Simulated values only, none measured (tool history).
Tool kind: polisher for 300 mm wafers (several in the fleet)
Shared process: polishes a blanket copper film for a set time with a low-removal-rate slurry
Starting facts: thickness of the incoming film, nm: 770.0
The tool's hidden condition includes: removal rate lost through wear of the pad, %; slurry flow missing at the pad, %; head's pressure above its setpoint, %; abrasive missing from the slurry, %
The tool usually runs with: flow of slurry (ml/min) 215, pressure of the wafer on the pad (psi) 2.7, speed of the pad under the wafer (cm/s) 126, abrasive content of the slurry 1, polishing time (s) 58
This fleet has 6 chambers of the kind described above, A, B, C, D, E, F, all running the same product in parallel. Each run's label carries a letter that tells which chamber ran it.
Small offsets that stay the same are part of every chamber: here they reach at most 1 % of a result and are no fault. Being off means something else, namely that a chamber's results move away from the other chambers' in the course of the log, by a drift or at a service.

run	hour	flow of slurry (ml/min)	pressure of the wafer on the pad (psi)	speed of the pad under the wafer (cm/s)	abrasive content of the slurry	polishing time (s)	wafers polished on this pad	hours since the slurry nozzle was cleaned	hours since the head pressure was calibrated	hours since the slurry blender was calibrated	film removed (nm)
# hour 6.4: chamber F: slurry blender recalibrated
1B	7.7	215	2.7	126	1	58	831	149.9	834.4	319.8	198.94
2D	13.7	215	2.7	126	1	58	487	135.4	110.2	33.1	193.05
# hour 16.4: chamber A: worn pad replaced by a new one
3C	20.6	215	2.7	126	1	58	848	249.1	428.6	36.8	191.04
# hour 21.5: chamber E: slurry blender recalibrated
4F	27.2	215	2.7	126	1	58	265	562.9	88.7	20.8	195.77
# hour 30.7: chamber A: slurry nozzle cleaned
5E	32.6	215	2.7	126	1	58	1036	311.4	63.4	11.1	197.05
# hour 35.3: chamber E: worn pad replaced by a new one
# hour 39.5: chamber F: slurry nozzle cleaned
6A	39.6	215	2.7	126	1	58	169	9.0	233.4	351.2	197.25
7E	49.6	215	2.7	88	1	58	104	328.4	80.4	28.1	135.12
8F	58.4	215	2.7	88	1	58	492	19.0	119.9	52.0	137.35
# hour 60.5: chamber D: worn pad replaced by a new one
# hour 63.1: chamber B: worn pad replaced by a new one
9D	63.2	215	2.7	88	1	58	19	184.9	159.7	82.6	136.74
10C	70.0	215	2.7	88	1	58	1208	298.5	478.0	86.2	135.29
# hour 72.7: chamber C: worn pad replaced by a new one
# hour 73.4: chamber C: slurry nozzle cleaned
11A	75.0	215	2.7	88	1	58	426	44.4	268.8	386.6	134.32
12B	82.0	215	2.7	88	1	58	137	224.2	908.7	394.1	138.13
13B	91.7	215	2.7	126	1	58	208	233.9	918.4	403.8	194.38
14C	100.6	215	2.7	126	1	58	202	27.2	508.6	116.8	196.73
15A	106.2	215	2.7	126	1	58	653	75.6	300.0	417.8	197.41
16E	114.6	215	2.7	126	1	58	577	393.4	145.4	93.1	197.09
17F	121.9	215	2.7	126	1	58	954	82.5	183.4	115.5	193.26
# hour 127.4: chamber F: slurry blender recalibrated
18D	130.5	215	2.7	126	1	58	509	252.2	227.0	149.9	195.09
# hour 135.1: chamber D: slurry blender recalibrated
19E	136.0	215	2.7	126	1	58	733	414.8	166.8	114.5	196.45
20C	143.9	180	2.7	102	1	58	517	70.5	551.9	160.1	153.81
# hour 148.7: chamber A: slurry blender recalibrated
21D	150.4	180	2.7	102	1	58	654	272.1	246.9	15.3	155.66
22B	160.4	180	2.7	102	1	58	708	302.6	987.1	472.5	154.14
# hour 164.8: chamber A: worn pad replaced by a new one
# hour 167.6: chamber B: slurry blender recalibrated
23A	168.0	180	2.7	102	1	58	23	137.4	361.8	19.4	161.82
# hour 168.9: chamber D: worn pad replaced by a new one
24F	172.9	180	2.7	102	1	58	1324	133.5	234.4	45.5	153.15
25F	179.8	180	2.7	102	1	58	1375	140.4	241.3	52.4	154.84
# hour 180.3: chamber F: worn pad replaced by a new one
26D	185.0	215	2.7	126	1	58	117	306.7	281.5	49.9	193.42
# hour 189.4: chamber E: slurry nozzle cleaned
27B	190.9	215	3.5	126	1	58	929	333.1	1017.6	23.4	252.08
# hour 196.0: chamber E: worn pad replaced by a new one
28C	196.4	215	3.5	126	1	58	899	123.0	604.4	212.6	255.49
29A	203.6	215	3.5	126	1	58	282	173.0	397.4	55.0	267.52
30E	208.6	215	3.5	126	1	58	92	19.3	239.4	187.1	255.68
# hour 213.0: chamber C: worn pad replaced by a new one
# hour 214.7: chamber C: slurry blender recalibrated
31C	215.7	215	3.5	126	1	58	20	142.3	623.7	1.0	251.48
32E	225.5	215	3.5	126	1	58	215	36.2	256.3	204.0	251.47
33F	230.6	215	2.7	126	1	58	366	191.2	292.1	103.2	197.10
34B	238.3	215	2.7	126	1	58	1274	380.5	1065.0	70.8	196.01
# hour 246.3: chamber B: slurry nozzle cleaned
35A	247.8	215	2.7	126	1	58	604	217.2	441.6	99.2	216.73
# hour 250.0: chamber B: worn pad replaced by a new one
36D	255.4	215	2.7	100	1	58	629	377.1	351.9	120.3	155.10
37C	265.2	215	2.7	100	1	58	380	191.8	673.2	50.5	154.09
# hour 268.6: chamber D: slurry blender recalibrated
# hour 269.0: chamber D: worn pad replaced by a new one
38D	271.0	215	2.7	100	1	58	14	392.7	367.5	2.4	153.55
39B	277.0	215	2.7	100	1	58	196	30.8	1103.7	109.5	154.64

What goes on in this fleet: one chamber off, a drifting gauge, or nothing beyond the chambers' own small offsets? Name the chamber and the cause, if any.

Little by little, chamber A moves away from the other chambers.
Cause: head's pressure above its setpoint, % = 12.2.

Chamber A could run next with any of the 4 candidate recipes listed below; each alters the usual settings, and their results appear as question marks. Which one brings its results back in line with what the other chambers deliver on the usual settings?
To be in line, a result may differ from the other chambers' mean on the usual settings by at most: film removed (nm) 5.50
40A-1	284.6	215	2.7	140	1	58					?
40A-2	284.6	215	2.7	128	1	59					?
40A-3	284.6	215	2.7	124	1	57					?
40A-4	284.6	215	2.6	122	1	56					?

What the other chambers average on the usual settings: film removed (nm) 195.00
run	film removed (nm)
40A-1	241.56
40A-2	224.49
40A-3	210.05
40A-4	195.37
40A-4 puts the chamber back in line with the other chambers.
